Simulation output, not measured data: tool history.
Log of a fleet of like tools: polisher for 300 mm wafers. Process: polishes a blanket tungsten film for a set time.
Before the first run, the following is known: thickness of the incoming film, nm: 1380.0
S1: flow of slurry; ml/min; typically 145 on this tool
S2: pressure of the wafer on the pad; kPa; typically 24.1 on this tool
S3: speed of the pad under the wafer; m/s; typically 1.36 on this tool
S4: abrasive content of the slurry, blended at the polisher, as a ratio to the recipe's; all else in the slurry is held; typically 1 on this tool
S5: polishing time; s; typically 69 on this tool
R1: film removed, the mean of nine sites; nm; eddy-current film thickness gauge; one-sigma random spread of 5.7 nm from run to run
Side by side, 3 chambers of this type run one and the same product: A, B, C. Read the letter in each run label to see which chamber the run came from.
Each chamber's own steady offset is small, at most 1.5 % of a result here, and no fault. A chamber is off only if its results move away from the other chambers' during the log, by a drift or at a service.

run,day,S1,S2,S3,S4,S5,R1
# day 0.146: chamber C: slurry tank refilled with fresh slurry and peroxide
# day 0.225: chamber A: slurry tank refilled with fresh slurry and peroxide
1A,0.408,145,24.1,1.36,1,69,390.23
# day 0.412: chamber A: head pressure recalibrated
2B,0.646,145,24.1,1.36,1,69,392.45
3C,0.879,145,24.1,1.36,1,69,387.12
4A,1.175,145,24.1,1.36,1,69,384.47
# day 1.292: chamber B: worn pad replaced by a new one
5C,1.629,145,24.1,1.36,1,69,386.58
# day 1.858: chamber A: slurry nozzle cleaned
6B,2.038,145,24.1,1.36,1,69,376.81
7C,2.346,145,24.1,1.36,1,69,373.66
8B,2.65,145,24.1,1.36,1,69,393.99
# day 2.758: chamber B: slurry tank refilled with fresh slurry and peroxide
# day 3.092: chamber A: worn pad replaced by a new one
9A,3.121,145,24.1,1.36,1,69,385.44
# day 3.404: chamber C: slurry tank refilled with fresh slurry and peroxide
# day 3.433: chamber C: worn pad replaced by a new one
# day 3.55: chamber A: slurry blender recalibrated
10B,3.608,145,24.1,1.36,1,69,388.36
11A,4.075,145,24.1,1.36,1,69,391.94
# day 4.167: chamber C: slurry nozzle cleaned
# day 4.271: chamber B: worn pad replaced by a new one
# day 4.354: chamber A: slurry tank refilled with fresh slurry and peroxide
12C,4.55,145,24.1,1.36,1,69,393.53
13C,5.021,145,24.1,1.36,0.85,69,363.13
14B,5.412,145,24.1,1.36,0.85,69,363.74
15A,5.858,145,24.1,1.36,0.85,69,376.41
# day 5.971: chamber A: worn pad replaced by a new one
16A,6.308,145,24.1,1.36,1,69,380.64
17C,6.792,145,24.1,1.36,1,69,381.26
# day 6.996: chamber C: worn pad replaced by a new one
# day 7.1: chamber B: worn pad replaced by a new one
# day 7.108: chamber C: slurry tank refilled with fresh slurry and peroxide
18B,7.267,145,24.1,1.36,1,69,382.21
19A,7.55,145,24.1,1.36,1,69,385.11
# day 7.762: chamber A: slurry tank refilled with fresh slurry and peroxide
20C,7.817,145,24.1,1.36,1,69,382.45
# day 7.938: chamber B: slurry nozzle cleaned
21B,8.071,145,28.3,0.92,1,69,311.91
22A,8.421,145,28.3,0.92,1,69,312.28
23C,8.846,145,28.3,0.92,1,69,296.37
24B,9.196,100,24.1,1.36,1,55,291.53
25B,9.596,100,24.1,1.36,1,55,291.57
# day 9.783: chamber A: worn pad replaced by a new one
26C,10.038,100,24.1,1.36,1,55,281.38
# day 10.3: chamber C: worn pad replaced by a new one
27A,10.375,145,24.1,1.36,1,69,380.85
28C,10.625,145,24.1,1.36,1,69,381.57
# day 10.717: chamber C: slurry tank refilled with fresh slurry and peroxide
# day 10.779: chamber B: slurry tank refilled with fresh slurry and peroxide
# day 10.817: chamber B: worn pad replaced by a new one
29B,11.1,145,24.1,1.36,1,69,385.19
30A,11.488,165,24.1,1.36,1,69,400.7
# day 11.517: chamber C: slurry blender recalibrated
31A,11.704,165,24.1,1.36,1,69,389.46
# day 11.788: chamber A: slurry tank refilled with fresh slurry and peroxide
# day 11.817: chamber B: slurry blender recalibrated
32C,12.083,165,24.1,1.36,1,69,396.18
33B,12.488,145,24.1,1.36,1,69,383.52
34C,12.7,145,24.1,1.36,1,60,341.87
# day 12.967: chamber A: worn pad replaced by a new one
35A,13.021,145,24.1,1.36,1,60,328.04
36B,13.329,145,24.1,1.36,1,60,333.6
37A,13.783,145,24.1,1.36,1,69,384.78

Which is it: a chamber that has drifted or been left off by a service, a gauge drift common to all chambers, or only each chamber's usual small offset? If a chamber is off, name it and its likeliest cause.

No chamber is off and the gauge is stable; the differences are just each chamber's small, constant offset.
